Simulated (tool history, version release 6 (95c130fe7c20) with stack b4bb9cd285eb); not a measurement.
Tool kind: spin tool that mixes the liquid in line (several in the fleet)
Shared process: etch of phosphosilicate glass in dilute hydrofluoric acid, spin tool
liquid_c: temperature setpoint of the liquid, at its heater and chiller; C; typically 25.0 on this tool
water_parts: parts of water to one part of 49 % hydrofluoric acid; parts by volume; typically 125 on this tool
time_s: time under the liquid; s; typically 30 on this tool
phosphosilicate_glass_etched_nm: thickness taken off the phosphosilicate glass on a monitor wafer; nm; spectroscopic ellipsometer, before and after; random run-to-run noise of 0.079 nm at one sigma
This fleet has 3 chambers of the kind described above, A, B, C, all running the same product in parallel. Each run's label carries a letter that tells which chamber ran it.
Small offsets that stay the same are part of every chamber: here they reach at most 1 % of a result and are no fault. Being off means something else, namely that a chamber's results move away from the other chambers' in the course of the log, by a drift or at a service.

run,day,liquid_c,water_parts,time_s,"read-back film thickness of the phosphosilicate glass reference wafer, read on the same gauge (nm)",phosphosilicate_glass_etched_nm
1B,0.346,25.0,125,30,89.985,20.2330
2A,0.583,25.0,125,30,90.030,19.9790
3C,0.800,25.0,125,30,90.011,20.1180
4C,0.996,25.0,125,30,89.988,20.1190
5A,1.258,25.0,125,30,89.986,20.1720
6B,1.471,25.0,125,30,89.982,20.1700
7B,1.900,25.0,125,30,89.977,20.3730
8A,2.188,25.0,125,30,90.000,19.9770
9C,2.438,25.0,125,30,90.009,20.1140
10B,2.821,25.0,125,30,90.020,20.2420
11A,3.079,25.0,125,30,89.997,19.9330
12C,3.367,25.0,125,30,89.964,20.2810
13B,3.696,25.0,125,30,90.001,20.2020
14A,4.004,25.0,125,30,89.998,19.9200
15C,4.242,25.0,75,30,89.972,36.2280
16C,4.567,25.0,75,30,89.970,36.4700
17A,4.942,25.0,75,30,90.011,35.2220
18B,5.158,25.0,125,30,90.015,20.2740
19B,5.508,25.0,165,15,89.988,7.3424
20C,5.792,25.0,165,15,90.008,7.3217
21A,5.983,25.0,165,15,90.001,7.1104
22C,6.167,25.0,125,30,89.998,20.4000
23B,6.442,29.5,125,30,90.007,23.8870
24A,6.783,29.5,125,30,89.964,23.4390
25A,7.062,29.5,125,30,90.025,23.4770
# day 7.392: chamber C: thermometer replaced
26C,7.471,25.0,125,30,89.989,20.4020
27B,7.854,25.0,125,30,90.009,20.2940
28B,8.188,25.0,125,30,90.002,20.3450

The same settings go to every chamber for the next run, one line per chamber below. Forecast the results for each:
29A,8.492,25.0,125,35,,?
29B,8.492,25.0,125,35,,?
29C,8.492,25.0,125,35,,?

run,phosphosilicate_glass_etched_nm
29A,22.7690
29B,23.7190
29C,23.6780
